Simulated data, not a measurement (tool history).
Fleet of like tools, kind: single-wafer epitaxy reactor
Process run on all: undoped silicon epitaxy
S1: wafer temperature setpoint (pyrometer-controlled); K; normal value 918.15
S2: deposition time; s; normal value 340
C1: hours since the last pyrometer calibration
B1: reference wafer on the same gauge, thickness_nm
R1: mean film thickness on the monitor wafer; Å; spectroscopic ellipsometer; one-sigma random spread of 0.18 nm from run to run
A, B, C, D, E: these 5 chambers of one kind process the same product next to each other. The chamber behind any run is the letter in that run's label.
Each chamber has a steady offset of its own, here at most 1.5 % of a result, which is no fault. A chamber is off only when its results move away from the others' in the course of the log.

Run 1A, day 0.425: usual settings; C1 958.3; B1 60.990. Result: R1 520.08 Å.
Run 2D, day 0.846: usual settings; C1 291.3; B1 60.969. Result: R1 508.58 Å.
Run 3C, day 1.083: usual settings; C1 486.3; B1 60.988. Result: R1 508.16 Å.
Run 4B, day 1.383: usual settings; C1 1089.9; B1 61.028. Result: R1 518.28 Å.
Run 5E, day 1.575: usual settings; C1 189.6; B1 60.934. Result: R1 516.89 Å.
Run 6C, day 1.962: usual settings; C1 507.4; B1 60.995. Result: R1 504.78 Å.
Run 7A, day 2.225: usual settings; C1 1001.5; B1 61.023. Result: R1 519.79 Å.
Run 8D, day 2.421: usual settings; C1 329.1; B1 60.980. Result: R1 509.21 Å.
Run 9E, day 2.692: usual settings but S2 392 s; C1 216.4; B1 60.937. Result: R1 592.21 Å.
Run 10B, day 2.921: usual settings but S2 392 s; C1 1126.8; B1 61.006. Result: R1 595.77 Å.
Run 11D, day 3.200: usual settings but S2 392 s; C1 347.8; B1 61.012. Result: R1 587.43 Å.
Run 12A, day 3.575: usual settings but S2 392 s; C1 1033.9; B1 61.027. Result: R1 601.44 Å.
Run 13B, day 3.917: usual settings but S2 392 s; C1 1150.7; B1 60.996. Result: R1 596.72 Å.
Run 14C, day 4.321: usual settings; C1 564.0; B1 60.975. Result: R1 507.47 Å.
Run 15E, day 4.617: usual settings; C1 262.6; B1 61.031. Result: R1 511.32 Å.
Run 16B, day 4.879: usual settings but S1 907.15 K, S2 274 s; C1 1173.8; B1 61.012. Result: R1 327.00 Å.
Run 17E, day 5.092: usual settings but S1 907.15 K, S2 274 s; C1 274.0; B1 61.032. Result: R1 326.74 Å.
Run 18C, day 5.429: usual settings but S1 907.15 K, S2 274 s; C1 590.6; B1 61.013. Result: R1 319.69 Å.
Run 19A, day 5.800: usual settings but S1 907.15 K, S2 274 s; C1 1087.3; B1 61.017. Result: R1 331.35 Å.
Run 20D, day 6.204: usual settings but S1 907.15 K, S2 274 s; C1 419.9; B1 61.054. Result: R1 320.62 Å.
Run 21D, day 6.425: usual settings; C1 425.2; B1 60.991. Result: R1 508.46 Å.
Run 22B, day 6.712: usual settings; C1 1217.8; B1 61.003. Result: R1 520.09 Å.
Run 23A, day 6.962: usual settings; C1 1115.2; B1 61.033. Result: R1 529.80 Å.
Run 24C, day 7.217: usual settings; C1 633.5; B1 61.041. Result: R1 506.65 Å.
Run 25E, day 7.421: usual settings; C1 329.9; B1 60.972. Result: R1 514.03 Å.
Run 26B, day 7.700: usual settings; C1 1241.5; B1 61.055. Result: R1 517.55 Å.
Run 27C, day 8.058: usual settings; C1 653.7; B1 61.024. Result: R1 507.44 Å.
Run 28E, day 8.433: usual settings; C1 354.2; B1 61.047. Result: R1 516.71 Å.
Run 29D, day 8.679: usual settings; C1 479.3; B1 61.010. Result: R1 510.00 Å.
Run 30A, day 8.883: usual settings; C1 1161.3; B1 61.001. Result: R1 536.81 Å.

Is one chamber off against the others, does the gauge drift, or is nothing wrong? If a chamber is off, say which, and what the likeliest cause is.

It is chamber A that slowly wanders off from its peers.
Cause: wafer temperature above the value expected at the setpoint (K) = 1.78.

Chamber A could run next with any of the 4 candidate recipes listed below; each alters the usual settings, and their results appear as question marks. Which one brings its results back in line with what the other chambers deliver on the usual settings?
Counts as in line when no further than this from what the other chambers average on the usual settings: R1 6.30 Å
Run 31A-1, day 9.200: usual settings but S2 322 s. Result: R1 ?.
Run 31A-2, day 9.200: usual settings but S2 375 s. Result: R1 ?.
Run 31A-3, day 9.200: usual settings but S2 308 s. Result: R1 ?.
Run 31A-4, day 9.200: usual settings but S1 920.15 K, S2 344 s. Result: R1 ?.

The other chambers' mean on the usual settings: R1 511.19 Å
  run      R1
31A-1  509.70
31A-2  593.60
31A-3  487.54
31A-4  569.27
It is 31A-1 that realigns the chamber with its peers.
